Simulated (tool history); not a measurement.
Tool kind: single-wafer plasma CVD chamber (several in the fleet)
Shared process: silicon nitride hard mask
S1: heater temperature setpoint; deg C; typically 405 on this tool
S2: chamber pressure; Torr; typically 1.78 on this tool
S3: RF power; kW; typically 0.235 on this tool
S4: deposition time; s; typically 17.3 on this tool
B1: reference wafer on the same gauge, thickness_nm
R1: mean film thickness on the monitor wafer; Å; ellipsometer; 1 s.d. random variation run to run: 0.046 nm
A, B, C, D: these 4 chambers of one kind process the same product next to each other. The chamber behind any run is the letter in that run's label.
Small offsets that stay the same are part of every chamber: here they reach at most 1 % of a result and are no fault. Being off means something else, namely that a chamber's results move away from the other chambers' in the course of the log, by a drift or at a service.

Run 1A, hour 5.8: usual settings; B1 17.907. Result: R1 171.79 Å.
Run 2C, hour 11.6: usual settings; B1 17.896. Result: R1 173.10 Å.
Run 3B, hour 17.0: usual settings; B1 17.903. Result: R1 173.69 Å.
Run 4D, hour 21.3: usual settings; B1 17.898. Result: R1 172.86 Å.
Run 5A, hour 27.0: usual settings; B1 17.904. Result: R1 172.09 Å.
Run 6C, hour 31.3: usual settings; B1 17.900. Result: R1 172.99 Å.
Run 7B, hour 35.7: usual settings; B1 17.899. Result: R1 174.33 Å.
Run 8D, hour 40.9: usual settings; B1 17.897. Result: R1 172.62 Å.
Run 9B, hour 45.9: usual settings; B1 17.899. Result: R1 174.73 Å.
Run 10A, hour 50.6: usual settings; B1 17.899. Result: R1 172.35 Å.
Run 11C, hour 54.9: usual settings; B1 17.893. Result: R1 172.17 Å.
Run 12D, hour 60.5: usual settings; B1 17.892. Result: R1 173.41 Å.
Run 13D, hour 65.6: usual settings; B1 17.894. Result: R1 172.95 Å.
Run 14A, hour 71.6: usual settings; B1 17.899. Result: R1 171.84 Å.
Run 15C, hour 77.7: usual settings; B1 17.899. Result: R1 172.44 Å.
Run 16B, hour 84.8: usual settings but S1 414 deg C; B1 17.908. Result: R1 172.52 Å.
Run 17C, hour 89.4: usual settings but S1 414 deg C; B1 17.902. Result: R1 171.91 Å.
Run 18B, hour 95.4: usual settings but S1 414 deg C; B1 17.898. Result: R1 173.63 Å.
Run 19D, hour 102.0: usual settings but S1 414 deg C; B1 17.894. Result: R1 172.50 Å.
Run 20A, hour 107.6: usual settings; B1 17.903. Result: R1 172.12 Å.
Run 21A, hour 111.9: usual settings; B1 17.903. Result: R1 172.99 Å.
Run 22B, hour 116.6: usual settings; B1 17.898. Result: R1 173.90 Å.
Run 23C, hour 122.4: usual settings; B1 17.907. Result: R1 171.30 Å.
Run 24D, hour 126.5: usual settings; B1 17.898. Result: R1 173.41 Å.
At hour 129.6: chamber B: RF generator calibrated.
Run 25A, hour 133.3: usual settings; B1 17.897. Result: R1 172.54 Å.
Run 26B, hour 137.9: usual settings; B1 17.906. Result: R1 174.42 Å.
Run 27C, hour 144.1: usual settings but S2 1.59 Torr; B1 17.903. Result: R1 165.30 Å.
Run 28D, hour 147.7: usual settings but S2 1.59 Torr; B1 17.894. Result: R1 167.22 Å.
Run 29B, hour 151.2: usual settings but S2 1.59 Torr; B1 17.914. Result: R1 168.82 Å.
Run 30D, hour 156.4: usual settings but S2 1.59 Torr; B1 17.900. Result: R1 167.61 Å.
Run 31A, hour 163.1: usual settings but S1 394 deg C, S2 1.94 Torr; B1 17.910. Result: R1 177.31 Å.
Run 32C, hour 170.6: usual settings but S1 394 deg C, S2 1.94 Torr; B1 17.889. Result: R1 175.34 Å.
Run 33B, hour 178.0: usual settings but S1 394 deg C, S2 1.94 Torr; B1 17.905. Result: R1 179.75 Å.
Run 34A, hour 184.3: usual settings but S1 394 deg C, S2 1.94 Torr; B1 17.891. Result: R1 176.73 Å.
Run 35C, hour 189.5: usual settings but S1 410 deg C, S3 0.200 kW; B1 17.900. Result: R1 150.11 Å.
Run 36D, hour 195.7: usual settings but S1 410 deg C, S3 0.200 kW; B1 17.897. Result: R1 152.71 Å.
Run 37A, hour 202.6: usual settings but S1 410 deg C, S3 0.200 kW; B1 17.899. Result: R1 152.49 Å.
Run 38B, hour 207.3: usual settings but S1 410 deg C, S3 0.200 kW; B1 17.906. Result: R1 154.23 Å.
Run 39D, hour 210.8: usual settings; B1 17.890. Result: R1 173.76 Å.
Run 40C, hour 215.4: usual settings; B1 17.887. Result: R1 169.61 Å.

Is one chamber off against the others, does the gauge drift, or is nothing wrong? If a chamber is off, say which, and what the likeliest cause is.

Little by little, chamber C moves away from the other chambers.
What lies behind it: delivered RF power below the setpoint (%) = 3.38.
It could be hard to tell apart here from: true pressure below the setpoint (%).

Which of the 4 candidates below, each the usual settings with something changed and its results left as question marks, puts chamber C back in line with what the other chambers give on the usual settings?
Counts as in line when no further than this from what the other chambers average on the usual settings: R1 1.60 Å
Run 41C-1, hour 220.8: usual settings but S4 16.8 s. Result: R1 ?.
Run 41C-2, hour 220.8: usual settings but S4 17.8 s. Result: R1 ?.
Run 41C-3, hour 220.8: usual settings but S4 17.5 s. Result: R1 ?.
Run 41C-4, hour 220.8: usual settings but S2 1.77 Torr, S4 17.2 s. Result: R1 ?.

The other chambers' mean on the usual settings: R1 173.13 Å
  run      R1
41C-1  163.52
41C-2  173.23
41C-3  170.32
41C-4  167.14
41C-2 puts the chamber back in line with the other chambers.

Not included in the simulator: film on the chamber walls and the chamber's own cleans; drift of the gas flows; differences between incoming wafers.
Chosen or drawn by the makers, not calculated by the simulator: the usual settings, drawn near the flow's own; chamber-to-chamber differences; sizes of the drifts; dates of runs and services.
